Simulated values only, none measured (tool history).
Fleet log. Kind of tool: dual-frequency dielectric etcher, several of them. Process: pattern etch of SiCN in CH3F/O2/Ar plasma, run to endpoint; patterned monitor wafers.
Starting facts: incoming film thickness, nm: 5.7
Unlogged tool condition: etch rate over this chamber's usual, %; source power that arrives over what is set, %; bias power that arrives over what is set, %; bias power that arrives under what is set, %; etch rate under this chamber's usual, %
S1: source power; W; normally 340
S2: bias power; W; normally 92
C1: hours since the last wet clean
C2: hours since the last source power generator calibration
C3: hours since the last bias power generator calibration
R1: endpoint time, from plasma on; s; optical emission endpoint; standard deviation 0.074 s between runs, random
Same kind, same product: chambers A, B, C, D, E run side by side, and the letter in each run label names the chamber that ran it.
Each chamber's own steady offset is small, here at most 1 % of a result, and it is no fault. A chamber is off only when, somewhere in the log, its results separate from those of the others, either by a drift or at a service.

{"run": "1C", "hour": 7.3, "S1": 340, "S2": 92, "C1": 219.6, "C2": 1619.0, "C3": 1631.0, "R1": 14.95}
{"run": "2E", "hour": 15.9, "S1": 340, "S2": 92, "C1": 383.1, "C2": 169.1, "C3": 337.4, "R1": 14.655}
{"run": "3A", "hour": 20.8, "S1": 340, "S2": 92, "C1": 243.8, "C2": 2068.4, "C3": 1626.7, "R1": 14.627}
{"run": "4B", "hour": 30.6, "S1": 340, "S2": 92, "C1": 186.5, "C2": 1128.3, "C3": 1410.0, "R1": 14.925}
{"run": "5D", "hour": 35.0, "S1": 340, "S2": 92, "C1": 230.5, "C2": 243.8, "C3": 311.6, "R1": 14.736}
{"run": "6A", "hour": 44.4, "S1": 340, "S2": 92, "C1": 267.4, "C2": 2092.0, "C3": 1650.3, "R1": 14.527}
{"run": "7E", "hour": 51.5, "S1": 340, "S2": 92, "C1": 418.7, "C2": 204.7, "C3": 373.0, "R1": 14.708}
{"run": "8C", "hour": 56.1, "S1": 340, "S2": 92, "C1": 268.4, "C2": 1667.8, "C3": 1679.8, "R1": 14.841}
{"run": "9B", "hour": 62.6, "S1": 340, "S2": 92, "C1": 218.5, "C2": 1160.3, "C3": 1442.0, "R1": 14.868}
{"run": "10D", "hour": 68.9, "S1": 340, "S2": 92, "C1": 264.4, "C2": 277.7, "C3": 345.5, "R1": 14.901}
{"run": "11D", "hour": 76.3, "S1": 340, "S2": 92, "C1": 271.8, "C2": 285.1, "C3": 352.9, "R1": 14.78}
{"run": "12A", "hour": 86.1, "S1": 340, "S2": 92, "C1": 309.1, "C2": 2133.7, "C3": 1692.0, "R1": 14.702}
{"run": "13B", "hour": 90.8, "S1": 340, "S2": 92, "C1": 246.7, "C2": 1188.5, "C3": 1470.2, "R1": 14.919}
{"run": "14E", "hour": 97.5, "S1": 340, "S2": 92, "C1": 464.7, "C2": 250.7, "C3": 419.0, "R1": 14.685}
{"run": "15C", "hour": 103.6, "S1": 340, "S2": 78, "C1": 315.9, "C2": 1715.3, "C3": 1727.3, "R1": 15.766}
{"run": "16E", "hour": 108.9, "S1": 340, "S2": 78, "C1": 476.1, "C2": 262.1, "C3": 430.4, "R1": 15.633}
{"run": "17C", "hour": 113.2, "S1": 340, "S2": 78, "C1": 325.5, "C2": 1724.9, "C3": 1736.9, "R1": 15.746}
{"run": "18A", "hour": 118.3, "S1": 340, "S2": 78, "C1": 341.3, "C2": 2165.9, "C3": 1724.2, "R1": 15.575}
{"run": "19B", "hour": 123.7, "S1": 340, "S2": 78, "C1": 279.6, "C2": 1221.4, "C3": 1503.1, "R1": 15.939}
{"run": "20D", "hour": 132.9, "S1": 340, "S2": 92, "C1": 328.4, "C2": 341.7, "C3": 409.5, "R1": 14.803}
{"run": "21C", "hour": 140.5, "S1": 340, "S2": 92, "C1": 352.8, "C2": 1752.2, "C3": 1764.2, "R1": 14.767}
{"run": "22E", "hour": 148.4, "S1": 340, "S2": 92, "C1": 515.6, "C2": 301.6, "C3": 469.9, "R1": 14.766}
{"run": "23D", "hour": 154.1, "S1": 340, "S2": 92, "C1": 349.6, "C2": 362.9, "C3": 430.7, "R1": 14.939}
{"run": "24A", "hour": 161.1, "S1": 340, "S2": 92, "C1": 384.1, "C2": 2208.7, "C3": 1767.0, "R1": 14.643}
{"run": "25B", "hour": 168.4, "S1": 340, "S2": 92, "C1": 324.3, "C2": 1266.1, "C3": 1547.8, "R1": 14.828}
{"run": "26D", "hour": 173.3, "S1": 340, "S2": 92, "C1": 368.8, "C2": 382.1, "C3": 449.9, "R1": 14.886}
{"hour": 181.3, "done": "chamber E: wet clean of the chamber"}
{"run": "27E", "hour": 182.1, "S1": 340, "S2": 92, "C1": 0.8, "C2": 335.3, "C3": 503.6, "R1": 15.37}
{"run": "28C", "hour": 191.4, "S1": 340, "S2": 92, "C1": 403.7, "C2": 1803.1, "C3": 1815.1, "R1": 14.829}
{"hour": 198.6, "done": "chamber D: wet clean of the chamber"}
{"run": "29A", "hour": 200.4, "S1": 340, "S2": 92, "C1": 423.4, "C2": 2248.0, "C3": 1806.3, "R1": 14.572}
{"run": "30B", "hour": 206.3, "S1": 340, "S2": 92, "C1": 362.2, "C2": 1304.0, "C3": 1585.7, "R1": 14.977}
{"run": "31D", "hour": 214.8, "S1": 390, "S2": 99, "C1": 16.2, "C2": 423.6, "C3": 491.4, "R1": 13.685}
{"run": "32C", "hour": 222.5, "S1": 390, "S2": 99, "C1": 434.8, "C2": 1834.2, "C3": 1846.2, "R1": 13.72}
{"run": "33A", "hour": 229.0, "S1": 390, "S2": 99, "C1": 452.0, "C2": 2276.6, "C3": 1834.9, "R1": 13.566}
{"run": "34E", "hour": 235.2, "S1": 390, "S2": 99, "C1": 53.9, "C2": 388.4, "C3": 556.7, "R1": 14.386}
{"run": "35B", "hour": 242.7, "S1": 390, "S2": 99, "C1": 398.6, "C2": 1340.4, "C3": 1622.1, "R1": 13.843}
{"run": "36E", "hour": 249.2, "S1": 340, "S2": 92, "C1": 67.9, "C2": 402.4, "C3": 570.7, "R1": 15.496}
{"run": "37A", "hour": 257.8, "S1": 280, "S2": 70, "C1": 480.8, "C2": 2305.4, "C3": 1863.7, "R1": 17.426}
{"run": "38C", "hour": 265.3, "S1": 280, "S2": 70, "C1": 477.6, "C2": 1877.0, "C3": 1889.0, "R1": 17.547}
{"run": "39D", "hour": 270.2, "S1": 280, "S2": 70, "C1": 71.6, "C2": 479.0, "C3": 546.8, "R1": 17.617}
{"run": "40B", "hour": 277.4, "S1": 280, "S2": 70, "C1": 433.3, "C2": 1375.1, "C3": 1656.8, "R1": 17.682}
{"run": "41C", "hour": 282.6, "S1": 280, "S2": 70, "C1": 494.9, "C2": 1894.3, "C3": 1906.3, "R1": 17.609}
{"run": "42B", "hour": 289.3, "S1": 340, "S2": 104, "C1": 445.2, "C2": 1387.0, "C3": 1668.7, "R1": 14.266}

All chambers now run identical settings, listed one chamber a line with results as question marks. What results will each chamber show?
{"run": "43A", "hour": 296.4, "S1": 340, "S2": 81, "R1": "?"}
{"run": "43B", "hour": 296.4, "S1": 340, "S2": 81, "R1": "?"}
{"run": "43C", "hour": 296.4, "S1": 340, "S2": 81, "R1": "?"}
{"run": "43D", "hour": 296.4, "S1": 340, "S2": 81, "R1": "?"}
{"run": "43E", "hour": 296.4, "S1": 340, "S2": 81, "R1": "?"}

run=43A R1=15.363
run=43B R1=15.584
run=43C R1=15.729
run=43D R1=15.550
run=43E R1=16.360
